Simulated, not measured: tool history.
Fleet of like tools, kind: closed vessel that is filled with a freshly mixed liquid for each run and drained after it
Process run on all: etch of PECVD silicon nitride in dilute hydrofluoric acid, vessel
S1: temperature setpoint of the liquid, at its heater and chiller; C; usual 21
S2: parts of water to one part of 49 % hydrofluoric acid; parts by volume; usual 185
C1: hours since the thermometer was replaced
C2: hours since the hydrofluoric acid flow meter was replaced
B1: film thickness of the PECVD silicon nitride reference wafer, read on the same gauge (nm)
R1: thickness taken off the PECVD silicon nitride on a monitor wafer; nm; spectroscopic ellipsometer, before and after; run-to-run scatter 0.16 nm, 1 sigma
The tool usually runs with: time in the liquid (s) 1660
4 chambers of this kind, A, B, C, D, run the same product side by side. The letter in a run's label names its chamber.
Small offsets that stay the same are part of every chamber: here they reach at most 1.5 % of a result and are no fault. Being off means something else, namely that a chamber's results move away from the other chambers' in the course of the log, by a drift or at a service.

{"run": "1C", "hour": 9.0, "S1": 21, "S2": 185, "time in the liquid (s)": 1660, "C1": 1743.7, "C2": 1984, "B1": 79.996, "R1": 20.136}
{"run": "2B", "hour": 16.2, "S1": 21, "S2": 185, "time in the liquid (s)": 1660, "C1": 1339.9, "C2": 58.6, "B1": 79.998, "R1": 21.111}
{"run": "3A", "hour": 23.8, "S1": 21, "S2": 185, "time in the liquid (s)": 1660, "C1": 1116.6, "C2": 1752.4, "B1": 80.003, "R1": 20.788}
{"run": "4D", "hour": 32.8, "S1": 21, "S2": 185, "time in the liquid (s)": 1660, "C1": 1731.9, "C2": 1807.5, "B1": 80.012, "R1": 20.769}
{"hour": 36.2, "done": "chamber C: hydrofluoric acid flow meter replaced"}
{"run": "5A", "hour": 38.8, "S1": 21, "S2": 185, "time in the liquid (s)": 1660, "C1": 1131.6, "C2": 1767.4, "B1": 79.992, "R1": 20.302}
{"run": "6C", "hour": 45.7, "S1": 21, "S2": 185, "time in the liquid (s)": 1660, "C1": 1780.4, "C2": 9.5, "B1": 80.012, "R1": 20.141}
{"run": "7B", "hour": 50.5, "S1": 21, "S2": 185, "time in the liquid (s)": 1660, "C1": 1374.2, "C2": 92.9, "B1": 80.002, "R1": 20.626}
{"run": "8D", "hour": 55.2, "S1": 21, "S2": 185, "time in the liquid (s)": 1660, "C1": 1754.3, "C2": 1829.9, "B1": 80.003, "R1": 20.495}
{"run": "9A", "hour": 60.3, "S1": 21, "S2": 185, "time in the liquid (s)": 1660, "C1": 1153.1, "C2": 1788.9, "B1": 80.001, "R1": 20.56}
{"run": "10D", "hour": 65.0, "S1": 21, "S2": 185, "time in the liquid (s)": 1660, "C1": 1764.1, "C2": 1839.7, "B1": 79.996, "R1": 20.393}
{"run": "11C", "hour": 70.1, "S1": 21, "S2": 185, "time in the liquid (s)": 1660, "C1": 1804.8, "C2": 33.9, "B1": 79.985, "R1": 20.564}
{"run": "12B", "hour": 75.7, "S1": 21, "S2": 185, "time in the liquid (s)": 1150, "C1": 1399.4, "C2": 118.1, "B1": 80.03, "R1": 14.318}
{"run": "13A", "hour": 83.2, "S1": 21, "S2": 185, "time in the liquid (s)": 1150, "C1": 1176, "C2": 1811.8, "B1": 80.007, "R1": 14.398}
{"run": "14B", "hour": 91.6, "S1": 21, "S2": 185, "time in the liquid (s)": 1150, "C1": 1415.3, "C2": 134, "B1": 79.996, "R1": 14.42}
{"run": "15C", "hour": 97.3, "S1": 21, "S2": 185, "time in the liquid (s)": 1150, "C1": 1832, "C2": 61.1, "B1": 80.005, "R1": 14.125}
{"run": "16D", "hour": 104.7, "S1": 21, "S2": 185, "time in the liquid (s)": 1660, "C1": 1803.8, "C2": 1879.4, "B1": 80.013, "R1": 20.716}
{"run": "17A", "hour": 111.3, "S1": 21, "S2": 185, "time in the liquid (s)": 1660, "C1": 1204.1, "C2": 1839.9, "B1": 80.004, "R1": 20.72}
{"run": "18D", "hour": 115.6, "S1": 21, "S2": 185, "time in the liquid (s)": 1660, "C1": 1814.7, "C2": 1890.3, "B1": 79.981, "R1": 20.641}
{"run": "19B", "hour": 124.1, "S1": 21, "S2": 185, "time in the liquid (s)": 1660, "C1": 1447.8, "C2": 166.5, "B1": 79.989, "R1": 20.847}
{"run": "20C", "hour": 131.7, "S1": 21, "S2": 185, "time in the liquid (s)": 1660, "C1": 1866.4, "C2": 95.5, "B1": 80.004, "R1": 20.449}
{"run": "21D", "hour": 138.6, "S1": 21, "S2": 185, "time in the liquid (s)": 1055, "C1": 1837.7, "C2": 1913.3, "B1": 80.016, "R1": 13.129}
{"run": "22A", "hour": 147.7, "S1": 21, "S2": 185, "time in the liquid (s)": 1055, "C1": 1240.5, "C2": 1876.3, "B1": 80.001, "R1": 12.994}
{"run": "23B", "hour": 156.2, "S1": 21, "S2": 185, "time in the liquid (s)": 1055, "C1": 1479.9, "C2": 198.6, "B1": 80.014, "R1": 13.26}
{"run": "24C", "hour": 164.4, "S1": 21, "S2": 185, "time in the liquid (s)": 1055, "C1": 1899.1, "C2": 128.2, "B1": 80.036, "R1": 13.044}
{"run": "25B", "hour": 169.3, "S1": 21, "S2": 185, "time in the liquid (s)": 1660, "C1": 1493, "C2": 211.7, "B1": 79.966, "R1": 20.511}

Next, all 4 chambers run the settings below, one line each with question marks for the results. What does each chamber give?
{"run": "26A", "hour": 175.9, "S1": 21, "S2": 185, "time in the liquid (s)": 1660, "R1": "?"}
{"run": "26B", "hour": 175.9, "S1": 21, "S2": 185, "time in the liquid (s)": 1660, "R1": "?"}
{"run": "26C", "hour": 175.9, "S1": 21, "S2": 185, "time in the liquid (s)": 1660, "R1": "?"}
{"run": "26D", "hour": 175.9, "S1": 21, "S2": 185, "time in the liquid (s)": 1660, "R1": "?"}

run=26A R1=20.551
run=26B R1=20.81
run=26C R1=20.552
run=26D R1=20.79
